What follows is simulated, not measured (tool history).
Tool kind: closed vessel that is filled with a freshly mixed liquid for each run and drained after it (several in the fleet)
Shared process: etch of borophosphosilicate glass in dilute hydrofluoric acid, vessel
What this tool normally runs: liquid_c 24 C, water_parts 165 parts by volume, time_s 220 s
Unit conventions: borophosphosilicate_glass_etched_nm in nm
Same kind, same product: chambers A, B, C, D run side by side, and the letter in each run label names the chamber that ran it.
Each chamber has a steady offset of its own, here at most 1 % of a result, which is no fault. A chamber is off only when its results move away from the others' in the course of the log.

run     day  liquid_c  water_parts  time_s  hours since the thermometer was replaced  hours since the hydrofluoric acid flow meter was replaced  read-back film thickness of the borophosphosilicate glass reference wafer, read on the same gauge (nm)  borophosphosilicate_glass_etched_nm
 1C   0.408        24          165     220                                     305.5                                                     1291.4                                                                                                  49.974                               46.838
 2D   0.683        24          165     220                                     802.3                                                       76.9                                                                                                  49.995                               46.631
 3B   1.104        24          165     220                                     711.8                                                     1041.5                                                                                                  49.992                                47.16
 4A     1.6        24          165     220                                     394.8                                                      614.4                                                                                                  49.994                               46.888
 5B   1.904        24          165     220                                       731                                                     1060.7                                                                                                  50.015                               47.055
 6D   2.275      19.5          165     285                                     840.5                                                      115.1                                                                                                  49.992                               50.971
 7C   2.733      19.5          165     285                                     361.3                                                     1347.2                                                                                                  50.006                               51.472
 8A   3.062      19.5          165     285                                     429.9                                                      649.5                                                                                                  49.998                               50.319
 9B   3.317      19.5          165     285                                     764.9                                                     1094.6                                                                                                  50.011                               51.198
10D   3.712        24          165     220                                       875                                                      149.6                                                                                                      50                               47.188
11C   4.129        24          165     220                                     394.8                                                     1380.7                                                                                                      50                               47.122
12A   4.542        24          165     220                                     465.4                                                        685                                                                                                  50.011                               46.653
13C   5.033        24          165     220                                     416.5                                                     1402.4                                                                                                  49.996                               46.717
14B   5.538        24          165     220                                     818.2                                                     1147.9                                                                                                  50.008                                47.23
15D   5.892        24          165     220                                     927.3                                                      201.9                                                                                                  49.997                                47.16
16A   6.346        24          165     220                                     508.7                                                      728.3                                                                                                  49.974                               46.981
17D   6.629        24          165     220                                       945                                                      219.6                                                                                                  50.005                               47.034
18B   7.038        24          165     220                                     854.2                                                     1183.9                                                                                                  49.992                               46.962
19A    7.35        24          165     220                                     532.8                                                      752.4                                                                                                   50.01                               46.676
20C   7.808        24          165     220                                     483.1                                                       1469                                                                                                  50.017                               46.717
21C   8.038        24          165     220                                     488.6                                                     1474.5                                                                                                  50.008                               46.933
22A   8.362        24          100     220                                     557.1                                                      776.7                                                                                                  50.021                               83.961
23D   8.688        24          100     220                                     994.4                                                        269                                                                                                  50.003                               82.918
24B   9.108        24          100     220                                     903.9                                                     1233.6                                                                                                  49.997                               82.753
25B   9.546        24          100     220                                     914.4                                                     1244.1                                                                                                  49.988                               82.861
26C   9.958        24          165     220                                     534.7                                                     1520.6                                                                                                  50.003                               47.132
27A  10.379        24          210     220                                     605.5                                                      825.1                                                                                                  49.985                               34.834
28D  10.883        24          210     220                                    1047.1                                                      321.7                                                                                                   50.01                               35.297
29C  11.288        24          210     220                                     566.6                                                     1552.5                                                                                                  49.993                               35.354
30D  11.608        24          210     220                                    1064.5                                                      339.1                                                                                                  50.009                               34.979
31A  11.892        24          165     220                                     641.8                                                      861.4                                                                                                  49.994                               46.658
32B  12.112        24          165     335                                       976                                                     1305.7                                                                                                  50.016                               71.623
33A  12.596        24          165     335                                     658.7                                                      878.3                                                                                                   50.02                               71.214
34C  13.029        24          165     335                                     608.4                                                     1594.3                                                                                                  49.992                                71.18
35B  13.421        24          165     335                                    1007.4                                                     1337.1                                                                                                  49.999                               71.856
36D  13.758        24          165     220                                    1116.1                                                      390.7                                                                                                  49.994                               47.118
37B  14.158      21.5          165     315                                    1025.1                                                     1354.8                                                                                                  50.034                               60.785
38A  14.471      21.5          165     315                                     703.7                                                      923.3                                                                                                  49.972                               60.673
39D    14.8      21.5          165     315                                    1141.1                                                      415.7                                                                                                  49.983                               60.696
40C  15.075      21.5          165     315                                     657.5                                                     1643.4                                                                                                   49.97                               61.227
41A  15.425        24          165     220                                     726.6                                                      946.2                                                                                                  50.008                               46.408

Has any chamber moved away from the others, gradually or after a service, or does the common gauge drift, or do the chambers differ only by their own small steady offsets? State the chamber and the most likely cause if one applies.

Beyond each chamber's small constant offset nothing stands out, and the gauge stays steady.
